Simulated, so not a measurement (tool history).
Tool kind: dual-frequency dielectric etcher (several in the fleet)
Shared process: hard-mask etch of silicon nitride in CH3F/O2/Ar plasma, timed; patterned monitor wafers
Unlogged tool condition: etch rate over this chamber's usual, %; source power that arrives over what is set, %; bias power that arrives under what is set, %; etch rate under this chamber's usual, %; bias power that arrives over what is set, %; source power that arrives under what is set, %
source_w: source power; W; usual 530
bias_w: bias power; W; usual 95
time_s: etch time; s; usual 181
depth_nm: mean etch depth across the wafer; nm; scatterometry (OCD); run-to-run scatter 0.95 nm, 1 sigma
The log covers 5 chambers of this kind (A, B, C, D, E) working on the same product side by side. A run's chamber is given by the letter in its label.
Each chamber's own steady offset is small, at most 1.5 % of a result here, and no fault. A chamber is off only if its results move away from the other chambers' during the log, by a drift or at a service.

run   hour  source_w  bias_w  time_s  hours since the last wet clean  hours since the last source power generator calibration  hours since the last bias power generator calibration  read-back reference wafer on the same gauge, depth_nm  depth_nm
 1A   11.6       530      95     181                           489.9                                                    555.5                                                   88.6                                                 184.30    152.11
 2D   23.7       530      95     181                            70.3                                                     88.2                                                 3234.9                                                 184.12    154.81
 3E   34.4       530      95     181                            41.2                                                   2604.5                                                 2153.8                                                 184.31    154.71
 4C   46.3       530      95     181                           112.9                                                    589.9                                                 3810.6                                                 183.76    158.59
 5B   53.6       530      95     181                           151.9                                                   1259.9                                                 3102.1                                                 183.90    156.14
 6B   67.4       530      95     181                           165.7                                                   1273.7                                                 3115.9                                                 183.97    154.63
      77.3  -- chamber A: wet clean of the chamber
 7E   80.9       530      95     181                            87.7                                                   2651.0                                                 2200.3                                                 183.91    154.22
 8C   95.2       530      95     181                           161.8                                                    638.8                                                 3859.5                                                 183.89    153.94
 9A  108.6       530      95     181                            31.3                                                    652.5                                                  185.6                                                 183.81    152.46
10D  116.4       530      95     181                           163.0                                                    180.9                                                 3327.6                                                 183.94    154.71
11A  128.9       530      95     181                            51.6                                                    672.8                                                  205.9                                                 184.01    152.42
12D  141.9       530      95     181                           188.5                                                    206.4                                                 3353.1                                                 183.89    153.03
13B  150.0       530      95     181                           248.3                                                   1356.3                                                 3198.5                                                 183.82    155.52
     156.5  -- chamber C: bias power generator calibrated
14C  161.9       530      95     181                           228.5                                                    705.5                                                    5.4                                                 183.94    156.60
15E  176.3       530      95     181                           183.1                                                   2746.4                                                 2295.7                                                 184.15    155.95
16E  191.2       530      95     181                           198.0                                                   2761.3                                                 2310.6                                                 184.33    153.73
17C  206.1       530      95     181                           272.7                                                    749.7                                                   49.6                                                 184.24    159.15
18B  214.8       530      95     181                           313.1                                                   1421.1                                                 3263.3                                                 184.04    156.81
19A  222.0       530      95     181                           144.7                                                    765.9                                                  299.0                                                 183.85    154.55
20D  235.3       530      95     181                           281.9                                                    299.8                                                 3446.5                                                 184.00    153.79
     242.0  -- chamber D: bias power generator calibrated
21A  247.5       530      95     181                           170.2                                                    791.4                                                  324.5                                                 183.97    152.61
22D  260.1       530      95     181                           306.7                                                    324.6                                                   18.2                                                 184.12    154.46
23C  274.3       530      95     181                           340.9                                                    817.9                                                  117.8                                                 184.03    158.04
24E  287.0       530      95     181                           293.8                                                   2857.1                                                 2406.4                                                 183.93    154.53
     296.5  -- chamber B: wet clean of the chamber
25B  299.2       530      95     181                             2.7                                                   1505.5                                                 3347.7                                                 184.02    147.00
26B  308.2       530      81     200                            11.7                                                   1514.5                                                 3356.7                                                 183.71    155.40
27C  320.1       530      81     200                           386.7                                                    863.7                                                  163.6                                                 183.79    162.99
28E  328.4       530      81     200                           335.2                                                   2898.5                                                 2447.8                                                 184.04    160.63
29D  335.9       530      81     200                           382.5                                                    400.4                                                   94.0                                                 184.03    162.08
30A  350.8       530      81     200                           273.5                                                    894.7                                                  427.8                                                 184.01    160.06
31D  365.8       530      95     181                           412.4                                                    430.3                                                  123.9                                                 183.73    155.17
32B  379.5       530      95     181                            83.0                                                   1585.8                                                 3428.0                                                 183.97    148.61
33C  387.1       530      95     181                           453.7                                                    930.7                                                  230.6                                                 184.02    158.00
34A  399.9       530      95     181                           322.6                                                    943.8                                                  476.9                                                 183.95    151.50
     411.2  -- chamber E: bias power generator calibrated
35E  413.2       530      95     181                           420.0                                                   2983.3                                                    2.0                                                 184.00    153.80
36B  425.6       530      95     181                           129.1                                                   1631.9                                                 3474.1                                                 183.60    148.38
37C  435.9       530      95     181                           502.5                                                    979.5                                                  279.4                                                 184.31    156.47
     440.6  -- chamber D: wet clean of the chamber
38A  445.7       530      95     181                           368.4                                                    989.6                                                  522.7                                                 184.06    152.81
39D  456.7       530      95     181                            16.1                                                    521.2                                                  214.8                                                 184.14    154.60
40E  465.0       530      83     145                           471.8                                                   3035.1                                                   53.8                                                 184.14    118.33
41A  474.8       530      83     145                           397.5                                                   1018.7                                                  551.8                                                 183.74    115.36
42B  485.9       530      83     145                           189.4                                                   1692.2                                                 3534.4                                                 184.30    112.92

Is one chamber off against the others, does the gauge drift, or is nothing wrong? If a chamber is off, say which, and what the likeliest cause is.

A service left chamber B off against the others.
Cause: etch rate under this chamber's usual, % = 4.84.

Here are 4 candidates for chamber B's next run, each the usual settings with a change, their results left as question marks. Which one brings its results back in line with what the others give on the usual settings?
Maximum distance from the other chambers' mean on the usual settings for a result to count as in line: depth_nm 3.30 nm
43B-1  496.9       530     106   181.0                                                                                                                                                                                                                ?
43B-2  496.9       540      95   195.5                                                                                                                                                                                                                ?
43B-3  496.9       530      94   174.0                                                                                                                                                                                                                ?
43B-4  496.9       470      84   181.0                                                                                                                                                                                                                ?

Average result of the remaining chambers running the usual settings: depth_nm 154.72 nm
  run  depth_nm
43B-1    153.31
43B-2    160.31
43B-3    141.14
43B-4    134.76
43B-1 puts the chamber back in line with the other chambers.

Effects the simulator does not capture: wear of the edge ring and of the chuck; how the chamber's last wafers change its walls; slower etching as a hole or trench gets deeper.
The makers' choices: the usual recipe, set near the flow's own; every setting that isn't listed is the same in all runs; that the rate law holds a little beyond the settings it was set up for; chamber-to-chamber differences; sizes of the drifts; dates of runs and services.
